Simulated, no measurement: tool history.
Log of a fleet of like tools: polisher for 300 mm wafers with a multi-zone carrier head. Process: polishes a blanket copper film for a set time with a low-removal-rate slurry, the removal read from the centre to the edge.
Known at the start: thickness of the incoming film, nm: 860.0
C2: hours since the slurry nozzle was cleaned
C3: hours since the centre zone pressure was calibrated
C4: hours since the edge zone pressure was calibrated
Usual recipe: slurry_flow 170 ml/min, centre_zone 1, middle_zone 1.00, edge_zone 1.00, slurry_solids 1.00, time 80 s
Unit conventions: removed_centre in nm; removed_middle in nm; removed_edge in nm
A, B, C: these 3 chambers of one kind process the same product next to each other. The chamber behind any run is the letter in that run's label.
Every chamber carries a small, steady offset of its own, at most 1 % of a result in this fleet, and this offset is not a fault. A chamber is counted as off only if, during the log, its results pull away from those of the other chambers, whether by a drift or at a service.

{"run": "1B", "hour": 3.4, "slurry_flow": 170, "centre_zone": 1, "middle_zone": 1.0, "edge_zone": 1.0, "slurry_solids": 1.0, "time": 80, "wafers polished on this pad": 458, "C2": 346.8, "C3": 47.7, "C4": 715.1, "removed_centre": 240.04, "removed_middle": 237.99, "removed_edge": 233.22}
{"hour": 7.3, "done": "chamber B: worn pad replaced by a new one"}
{"run": "2A", "hour": 8.3, "slurry_flow": 170, "centre_zone": 1, "middle_zone": 1.0, "edge_zone": 1.0, "slurry_solids": 1.0, "time": 80, "wafers polished on this pad": 183, "C2": 437.7, "C3": 342.0, "C4": 780.4, "removed_centre": 238.8, "removed_middle": 238.67, "removed_edge": 234.57}
{"run": "3C", "hour": 15.0, "slurry_flow": 170, "centre_zone": 1, "middle_zone": 1.0, "edge_zone": 1.0, "slurry_solids": 1.0, "time": 80, "wafers polished on this pad": 672, "C2": 406.4, "C3": 1361.0, "C4": 347.1, "removed_centre": 239.04, "removed_middle": 238.24, "removed_edge": 233.59}
{"run": "4C", "hour": 18.5, "slurry_flow": 170, "centre_zone": 1, "middle_zone": 1.0, "edge_zone": 1.0, "slurry_solids": 1.0, "time": 80, "wafers polished on this pad": 715, "C2": 409.9, "C3": 1364.5, "C4": 350.6, "removed_centre": 241.72, "removed_middle": 238.34, "removed_edge": 238.97}
{"run": "5A", "hour": 24.7, "slurry_flow": 170, "centre_zone": 1, "middle_zone": 1.0, "edge_zone": 1.0, "slurry_solids": 1.0, "time": 80, "wafers polished on this pad": 386, "C2": 454.1, "C3": 358.4, "C4": 796.8, "removed_centre": 233.78, "removed_middle": 238.58, "removed_edge": 235.6}
{"run": "6B", "hour": 31.6, "slurry_flow": 170, "centre_zone": 1, "middle_zone": 1.0, "edge_zone": 1.0, "slurry_solids": 1.0, "time": 80, "wafers polished on this pad": 301, "C2": 375.0, "C3": 75.9, "C4": 743.3, "removed_centre": 239.2, "removed_middle": 238.52, "removed_edge": 234.23}
{"hour": 32.2, "done": "chamber C: worn pad replaced by a new one"}
{"run": "7C", "hour": 37.3, "slurry_flow": 170, "centre_zone": 1, "middle_zone": 1.0, "edge_zone": 1.0, "slurry_solids": 1.0, "time": 80, "wafers polished on this pad": 63, "C2": 428.7, "C3": 1383.3, "C4": 369.4, "removed_centre": 236.33, "removed_middle": 237.52, "removed_edge": 238.03}
{"run": "8A", "hour": 41.0, "slurry_flow": 170, "centre_zone": 1, "middle_zone": 1.0, "edge_zone": 1.0, "slurry_solids": 1.0, "time": 80, "wafers polished on this pad": 587, "C2": 470.4, "C3": 374.7, "C4": 813.1, "removed_centre": 237.84, "removed_middle": 237.42, "removed_edge": 238.41}
{"run": "9B", "hour": 44.9, "slurry_flow": 170, "centre_zone": 1, "middle_zone": 1.0, "edge_zone": 1.0, "slurry_solids": 1.0, "time": 80, "wafers polished on this pad": 465, "C2": 388.3, "C3": 89.2, "C4": 756.6, "removed_centre": 238.8, "removed_middle": 240.43, "removed_edge": 235.4}
{"hour": 48.1, "done": "chamber B: worn pad replaced by a new one"}
{"run": "10A", "hour": 48.2, "slurry_flow": 170, "centre_zone": 1, "middle_zone": 1.1, "edge_zone": 1.0, "slurry_solids": 1.0, "time": 59, "wafers polished on this pad": 676, "C2": 477.6, "C3": 381.9, "C4": 820.3, "removed_centre": 171.82, "removed_middle": 191.08, "removed_edge": 173.34}
{"run": "11B", "hour": 53.7, "slurry_flow": 170, "centre_zone": 1, "middle_zone": 1.1, "edge_zone": 1.0, "slurry_solids": 1.0, "time": 59, "wafers polished on this pad": 70, "C2": 397.1, "C3": 98.0, "C4": 765.4, "removed_centre": 173.78, "removed_middle": 190.55, "removed_edge": 174.75}
{"run": "12C", "hour": 60.5, "slurry_flow": 170, "centre_zone": 1, "middle_zone": 1.1, "edge_zone": 1.0, "slurry_solids": 1.0, "time": 59, "wafers polished on this pad": 349, "C2": 451.9, "C3": 1406.5, "C4": 392.6, "removed_centre": 179.37, "removed_middle": 190.54, "removed_edge": 173.97}
{"run": "13B", "hour": 64.7, "slurry_flow": 170, "centre_zone": 1, "middle_zone": 1.0, "edge_zone": 1.0, "slurry_solids": 1.0, "time": 80, "wafers polished on this pad": 206, "C2": 408.1, "C3": 109.0, "C4": 776.4, "removed_centre": 235.89, "removed_middle": 239.71, "removed_edge": 237.48}
{"hour": 65.5, "done": "chamber C: centre zone pressure recalibrated"}
{"run": "14A", "hour": 70.1, "slurry_flow": 170, "centre_zone": 1, "middle_zone": 1.0, "edge_zone": 1.0, "slurry_solids": 1.0, "time": 80, "wafers polished on this pad": 947, "C2": 499.5, "C3": 403.8, "C4": 842.2, "removed_centre": 238.99, "removed_middle": 234.25, "removed_edge": 235.84}
{"run": "15C", "hour": 75.6, "slurry_flow": 170, "centre_zone": 1, "middle_zone": 1.0, "edge_zone": 1.0, "slurry_solids": 1.0, "time": 80, "wafers polished on this pad": 536, "C2": 467.0, "C3": 10.1, "C4": 407.7, "removed_centre": 217.25, "removed_middle": 236.32, "removed_edge": 239.04}
{"run": "16A", "hour": 82.1, "slurry_flow": 170, "centre_zone": 1, "middle_zone": 1.0, "edge_zone": 1.0, "slurry_solids": 1.0, "time": 80, "wafers polished on this pad": 1095, "C2": 511.5, "C3": 415.8, "C4": 854.2, "removed_centre": 236.85, "removed_middle": 239.12, "removed_edge": 238.41}
{"hour": 83.8, "done": "chamber A: worn pad replaced by a new one"}
{"run": "17C", "hour": 85.5, "slurry_flow": 170, "centre_zone": 1, "middle_zone": 1.0, "edge_zone": 1.0, "slurry_solids": 1.0, "time": 80, "wafers polished on this pad": 658, "C2": 476.9, "C3": 20.0, "C4": 417.6, "removed_centre": 222.49, "removed_middle": 237.27, "removed_edge": 237.47}
{"run": "18B", "hour": 89.2, "slurry_flow": 170, "centre_zone": 1, "middle_zone": 1.0, "edge_zone": 1.0, "slurry_solids": 1.0, "time": 80, "wafers polished on this pad": 508, "C2": 432.6, "C3": 133.5, "C4": 800.9, "removed_centre": 241.35, "removed_middle": 236.74, "removed_edge": 236.38}
{"hour": 93.1, "done": "chamber B: worn pad replaced by a new one"}
{"run": "19C", "hour": 95.4, "slurry_flow": 170, "centre_zone": 1, "middle_zone": 1.0, "edge_zone": 1.0, "slurry_solids": 1.0, "time": 80, "wafers polished on this pad": 780, "C2": 486.8, "C3": 29.9, "C4": 427.5, "removed_centre": 218.52, "removed_middle": 236.51, "removed_edge": 237.86}
{"run": "20B", "hour": 99.1, "slurry_flow": 170, "centre_zone": 1, "middle_zone": 1.0, "edge_zone": 1.0, "slurry_solids": 1.0, "time": 80, "wafers polished on this pad": 74, "C2": 442.5, "C3": 143.4, "C4": 810.8, "removed_centre": 241.38, "removed_middle": 239.88, "removed_edge": 233.95}
{"hour": 104.0, "done": "chamber C: worn pad replaced by a new one"}
{"run": "21A", "hour": 105.1, "slurry_flow": 170, "centre_zone": 1, "middle_zone": 1.1, "edge_zone": 1.0, "slurry_solids": 1.15, "time": 80, "wafers polished on this pad": 263, "C2": 534.5, "C3": 438.8, "C4": 877.2, "removed_centre": 243.98, "removed_middle": 266.43, "removed_edge": 241.14}
{"run": "22A", "hour": 111.7, "slurry_flow": 170, "centre_zone": 1, "middle_zone": 1.1, "edge_zone": 1.0, "slurry_solids": 1.15, "time": 80, "wafers polished on this pad": 344, "C2": 541.1, "C3": 445.4, "C4": 883.8, "removed_centre": 241.27, "removed_middle": 267.8, "removed_edge": 244.01}
{"run": "23B", "hour": 117.9, "slurry_flow": 170, "centre_zone": 1, "middle_zone": 1.1, "edge_zone": 1.0, "slurry_solids": 1.15, "time": 80, "wafers polished on this pad": 306, "C2": 461.3, "C3": 162.2, "C4": 829.6, "removed_centre": 243.53, "removed_middle": 268.0, "removed_edge": 240.69}
{"run": "24C", "hour": 122.4, "slurry_flow": 170, "centre_zone": 1, "middle_zone": 1.0, "edge_zone": 1.0, "slurry_solids": 1.0, "time": 80, "wafers polished on this pad": 228, "C2": 513.8, "C3": 56.9, "C4": 454.5, "removed_centre": 215.42, "removed_middle": 237.01, "removed_edge": 234.92}
{"run": "25A", "hour": 127.8, "slurry_flow": 170, "centre_zone": 1, "middle_zone": 1.0, "edge_zone": 1.0, "slurry_solids": 1.0, "time": 80, "wafers polished on this pad": 543, "C2": 557.2, "C3": 461.5, "C4": 899.9, "removed_centre": 233.67, "removed_middle": 235.41, "removed_edge": 237.08}
{"hour": 131.4, "done": "chamber B: worn pad replaced by a new one"}
{"run": "26B", "hour": 134.1, "slurry_flow": 170, "centre_zone": 1, "middle_zone": 1.0, "edge_zone": 1.0, "slurry_solids": 1.0, "time": 80, "wafers polished on this pad": 33, "C2": 477.5, "C3": 178.4, "C4": 845.8, "removed_centre": 239.45, "removed_middle": 237.55, "removed_edge": 238.59}
{"run": "27C", "hour": 138.5, "slurry_flow": 170, "centre_zone": 1, "middle_zone": 1.0, "edge_zone": 1.0, "slurry_solids": 1.0, "time": 80, "wafers polished on this pad": 427, "C2": 529.9, "C3": 73.0, "C4": 470.6, "removed_centre": 214.22, "removed_middle": 234.7, "removed_edge": 239.85}
{"run": "28A", "hour": 143.3, "slurry_flow": 170, "centre_zone": 1, "middle_zone": 1.0, "edge_zone": 1.0, "slurry_solids": 1.0, "time": 80, "wafers polished on this pad": 735, "C2": 572.7, "C3": 477.0, "C4": 915.4, "removed_centre": 239.02, "removed_middle": 236.87, "removed_edge": 236.91}
{"run": "29C", "hour": 147.2, "slurry_flow": 170, "centre_zone": 1, "middle_zone": 1.0, "edge_zone": 1.0, "slurry_solids": 1.0, "time": 80, "wafers polished on this pad": 534, "C2": 538.6, "C3": 81.7, "C4": 479.3, "removed_centre": 218.01, "removed_middle": 237.24, "removed_edge": 239.93}
{"run": "30B", "hour": 150.9, "slurry_flow": 170, "centre_zone": 1, "middle_zone": 1.0, "edge_zone": 1.0, "slurry_solids": 1.0, "time": 80, "wafers polished on this pad": 241, "C2": 494.3, "C3": 195.2, "C4": 862.6, "removed_centre": 242.69, "removed_middle": 239.13, "removed_edge": 236.43}
{"run": "31C", "hour": 157.3, "slurry_flow": 170, "centre_zone": 1, "middle_zone": 1.0, "edge_zone": 1.0, "slurry_solids": 0.85, "time": 89, "wafers polished on this pad": 659, "C2": 548.7, "C3": 91.8, "C4": 489.4, "removed_centre": 237.37, "removed_middle": 257.11, "removed_edge": 257.87}
{"hour": 158.1, "done": "chamber B: slurry nozzle cleaned"}
{"run": "32A", "hour": 164.1, "slurry_flow": 170, "centre_zone": 1, "middle_zone": 1.0, "edge_zone": 1.0, "slurry_solids": 0.85, "time": 89, "wafers polished on this pad": 992, "C2": 593.5, "C3": 497.8, "C4": 936.2, "removed_centre": 253.69, "removed_middle": 257.17, "removed_edge": 249.44}
{"hour": 165.0, "done": "chamber A: slurry nozzle cleaned"}
{"run": "33B", "hour": 168.8, "slurry_flow": 170, "centre_zone": 1, "middle_zone": 1.0, "edge_zone": 1.0, "slurry_solids": 0.85, "time": 89, "wafers polished on this pad": 462, "C2": 10.7, "C3": 213.1, "C4": 880.5, "removed_centre": 256.58, "removed_middle": 256.99, "removed_edge": 252.94}
{"run": "34B", "hour": 173.0, "slurry_flow": 170, "centre_zone": 1, "middle_zone": 0.89, "edge_zone": 1.11, "slurry_solids": 1.0, "time": 80, "wafers polished on this pad": 514, "C2": 14.9, "C3": 217.3, "C4": 884.7, "removed_centre": 244.72, "removed_middle": 211.96, "removed_edge": 251.32}
{"hour": 176.6, "done": "chamber C: worn pad replaced by a new one"}
{"run": "35A", "hour": 177.3, "slurry_flow": 170, "centre_zone": 1, "middle_zone": 0.89, "edge_zone": 1.11, "slurry_solids": 1.0, "time": 80, "wafers polished on this pad": 1155, "C2": 12.3, "C3": 511.0, "C4": 949.4, "removed_centre": 238.77, "removed_middle": 212.5, "removed_edge": 253.4}
{"run": "36C", "hour": 181.3, "slurry_flow": 170, "centre_zone": 1, "middle_zone": 0.89, "edge_zone": 1.11, "slurry_solids": 1.0, "time": 80, "wafers polished on this pad": 59, "C2": 572.7, "C3": 115.8, "C4": 513.4, "removed_centre": 217.09, "removed_middle": 214.83, "removed_edge": 248.85}
{"run": "37C", "hour": 187.4, "slurry_flow": 170, "centre_zone": 1, "middle_zone": 1.0, "edge_zone": 1.0, "slurry_solids": 1.0, "time": 80, "wafers polished on this pad": 134, "C2": 578.8, "C3": 121.9, "C4": 519.5, "removed_centre": 215.29, "removed_middle": 238.72, "removed_edge": 241.33}

Decide between three cases: one chamber stands off from its peers, the gauge reading all wafers drifts, or nothing is wrong past each chamber's small offset. Where a chamber is off, say which and what most likely put it there.

A service on chamber C put it out of line with the rest.
What lies behind it: centre zone's pressure below its setpoint, % = 7.22.

Here are 4 candidates for chamber C's next run, each the usual settings with a change, their results left as question marks. Which one brings its results back in line with what the others give on the usual settings?
Allowed miss from the other chambers' usual-settings mean, per result, to count as in line: removed_centre 9.40 nm; removed_middle 5.70 nm; removed_edge 7.70 nm
{"run": "38C-1", "hour": 192.7, "slurry_flow": 180, "centre_zone": 1.12, "middle_zone": 0.98, "edge_zone": 0.96, "slurry_solids": 1.0, "time": 81, "removed_centre": "?", "removed_middle": "?", "removed_edge": "?"}
{"run": "38C-2", "hour": 192.7, "slurry_flow": 175, "centre_zone": 1.07, "middle_zone": 0.99, "edge_zone": 0.98, "slurry_solids": 1.0, "time": 80, "removed_centre": "?", "removed_middle": "?", "removed_edge": "?"}
{"run": "38C-3", "hour": 192.7, "slurry_flow": 160, "centre_zone": 0.88, "middle_zone": 1.02, "edge_zone": 1.04, "slurry_solids": 1.0, "time": 79, "removed_centre": "?", "removed_middle": "?", "removed_edge": "?"}
{"run": "38C-4", "hour": 192.7, "slurry_flow": 165, "centre_zone": 0.93, "middle_zone": 1.01, "edge_zone": 1.02, "slurry_solids": 1.0, "time": 80, "removed_centre": "?", "removed_middle": "?", "removed_edge": "?"}

Usual-settings mean across the other chambers: removed_centre 238.33 nm; removed_middle 237.96 nm; removed_edge 236.97 nm
run=38C-1 removed_centre=253.25 removed_middle=238.96 removed_edge=236.98
run=38C-2 removed_centre=236.56 removed_middle=237.13 removed_edge=235.69
run=38C-3 removed_centre=184.27 removed_middle=237.05 removed_edge=237.24
run=38C-4 removed_centre=199.91 removed_middle=239.19 removed_edge=238.80
With 38C-2, the chamber falls back in line with the rest.
